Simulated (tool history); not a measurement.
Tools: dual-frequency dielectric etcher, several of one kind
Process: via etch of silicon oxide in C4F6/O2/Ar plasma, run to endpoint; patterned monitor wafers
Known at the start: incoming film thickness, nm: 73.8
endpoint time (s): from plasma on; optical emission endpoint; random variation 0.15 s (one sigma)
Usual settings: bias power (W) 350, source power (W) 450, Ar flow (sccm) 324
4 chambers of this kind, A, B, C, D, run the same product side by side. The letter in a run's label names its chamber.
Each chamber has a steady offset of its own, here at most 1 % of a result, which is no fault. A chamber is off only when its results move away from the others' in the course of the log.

run   hour  bias power (W)  source power (W)  Ar flow (sccm)  endpoint time (s)
 1D    7.7             350               450             324             17.948
 2B   14.0             350               450             324             17.838
 3C   23.6             350               450             324             17.988
 4A   35.8             350               450             324             17.729
 5B   41.9             350               450             324             17.818
 6C   52.1             350               450             324             18.161
 7D   59.0             350               450             324             17.853
 8A   68.6             350               450             324             17.682
 9D   76.7             350               450             324             18.143
10A   88.3             350               450             324             17.555
11B   97.5             350               450             324             18.026
12C  106.2             350               450             324             17.959
13D  112.3             350               400             324             18.925
14C  124.2             350               400             324             18.541
15A  134.5             350               400             324             18.621
16B  145.8             350               400             324             18.664
17A  154.3             350               450             324             17.811
18D  165.2             350               450             324             17.912
19B  173.4             350               500             247             16.477
20C  180.0             350               500             247             16.651
21D  190.5             350               500             247             16.613
22A  197.5             350               500             247             16.514
23B  208.7             272               450             324             19.398
24C  216.6             272               450             324             19.384
     217.2  -- chamber D: Ar flow controller replaced
25A  222.3             272               450             324             19.554
     224.6  -- chamber D: wet clean of the chamber
26D  230.4             272               450             324             19.497
27C  240.1             350               450             324             18.245
28B  250.6             350               450             324             17.902
29C  260.3             350               450             324             17.762

Is one chamber off against the others, does the gauge drift, or is nothing wrong? If a chamber is off, say which, and what the likeliest cause is.

No chamber stands off beyond its own small offset, and the gauge holds steady.

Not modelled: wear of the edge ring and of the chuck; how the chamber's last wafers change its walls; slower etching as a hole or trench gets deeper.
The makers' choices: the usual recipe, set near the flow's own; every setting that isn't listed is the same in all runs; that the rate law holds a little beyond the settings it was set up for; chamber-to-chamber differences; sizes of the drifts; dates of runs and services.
